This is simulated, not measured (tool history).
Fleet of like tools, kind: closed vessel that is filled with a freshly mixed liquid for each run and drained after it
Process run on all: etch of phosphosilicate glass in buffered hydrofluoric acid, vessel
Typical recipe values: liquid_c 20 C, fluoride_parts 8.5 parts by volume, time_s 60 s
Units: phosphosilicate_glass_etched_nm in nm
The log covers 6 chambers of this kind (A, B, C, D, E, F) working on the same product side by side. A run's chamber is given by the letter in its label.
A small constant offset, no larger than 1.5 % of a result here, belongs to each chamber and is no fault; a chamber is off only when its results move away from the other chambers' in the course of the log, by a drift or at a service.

run	day	liquid_c	fluoride_parts	time_s	hours since the thermometer was replaced	hours since the hydrofluoric acid flow meter was replaced	read-back film thickness of the phosphosilicate glass reference wafer, read on the same gauge (nm)	phosphosilicate_glass_etched_nm
1F	0.450	20	8.5	60	1219.6	1011.9	109.96	207.44
2C	0.888	20	8.5	60	824.2	1397.5	109.97	203.58
3A	1.112	20	8.5	60	424.3	369.8	109.97	205.32
# day 1.171: chamber E: hydrofluoric acid flow meter replaced
4D	1.462	20	8.5	60	404.0	522.9	110.00	204.50
5E	1.771	20	5.5	90	1728.9	14.5	110.02	468.58
6B	2.238	20	5.5	90	1344.8	357.0	110.01	467.38
7B	2.662	20	5.5	90	1355.0	367.2	109.99	466.47
8C	2.896	20	5.5	90	872.4	1445.7	109.96	470.83
9D	3.104	20	5.5	90	443.4	562.3	110.00	472.97
10A	3.371	20	5.5	90	478.5	424.0	110.03	469.53
11E	3.658	20	8.5	60	1774.2	59.8	110.01	205.22
12F	3.862	20	11.0	70	1301.5	1093.8	110.03	188.95
13F	4.208	20	11.0	70	1309.8	1102.1	110.02	192.84
14A	4.417	20	11.0	70	503.6	449.1	109.98	197.63
15B	4.700	20	11.0	70	1403.9	416.1	110.04	193.84
16D	5.021	20	11.0	70	489.4	608.3	110.02	194.02
17E	5.383	20	11.0	70	1815.6	101.2	110.02	192.50
18C	5.808	20	8.5	60	942.3	1515.6	110.00	204.18
19D	6.221	20	8.5	80	518.2	637.1	109.99	274.44
20C	6.683	20	8.5	80	963.3	1536.6	110.05	271.54
21E	6.908	20	8.5	80	1852.2	137.8	110.01	272.79
22F	7.217	20	8.5	80	1382.0	1174.3	110.03	275.06
23A	7.421	20	8.5	80	575.7	521.2	110.00	292.50
24B	7.738	20	8.5	80	1476.8	489.0	110.01	278.43
25B	7.979	20	8.5	60	1482.6	494.8	110.02	211.45
26F	8.375	18	10.5	60	1409.8	1202.1	110.00	154.95
27D	8.675	18	10.5	60	577.1	696.0	110.01	158.46
28A	8.962	18	10.5	60	612.7	558.2	109.96	165.32
29C	9.254	18	10.5	60	1025.0	1598.3	110.00	153.05
30E	9.608	18	10.5	60	1917.0	202.6	109.98	152.98
31D	9.883	18	10.5	60	606.1	725.0	109.98	154.22
32F	10.300	20	8.5	60	1456.0	1248.3	110.02	205.21
33B	10.604	20	8.5	60	1545.6	557.8	109.99	205.80
34A	10.992	20	8.5	60	661.4	606.9	110.01	224.24
35C	11.404	20	8.5	60	1076.6	1649.9	110.01	203.12
36E	11.833	20	8.5	60	1970.4	256.0	110.00	202.95
37B	12.296	20	8.5	60	1586.2	598.4	110.01	208.62
38E	12.496	20	8.5	60	1986.3	271.9	110.00	206.60

Read the log: is a single chamber off, either drifting away or since a service, is the gauge that measures every chamber drifting, or is nothing wrong beyond small per-chamber offsets? Name any odd chamber and what most likely caused it.

Little by little, chamber A moves away from the other chambers.
What lies behind it: liquid hotter than its thermometer reads (K) = 2.12.
The log may not tell that from: hydrofluoric acid flow above the setpoint (%).

Below are 4 candidate recipes for chamber A's next run, each the usual settings with a change, their results shown as question marks. Which of them brings A's results back in line with what the other chambers give on the usual settings?
Allowed miss from the other chambers' usual-settings mean, per result, to count as in line: phosphosilicate_glass_etched_nm 6.20 nm
39A-1	12.833	19.5	8.5	55				?
39A-2	12.833	21.0	8.5	70				?
39A-3	12.833	19.5	8.5	50				?
39A-4	12.833	20.5	8.5	65				?

What the other chambers average on the usual settings: phosphosilicate_glass_etched_nm 206.16 nm
run	phosphosilicate_glass_etched_nm
39A-1	205.00
39A-2	283.06
39A-3	186.36
39A-4	255.87
With 39A-1, the chamber falls back in line with the rest.

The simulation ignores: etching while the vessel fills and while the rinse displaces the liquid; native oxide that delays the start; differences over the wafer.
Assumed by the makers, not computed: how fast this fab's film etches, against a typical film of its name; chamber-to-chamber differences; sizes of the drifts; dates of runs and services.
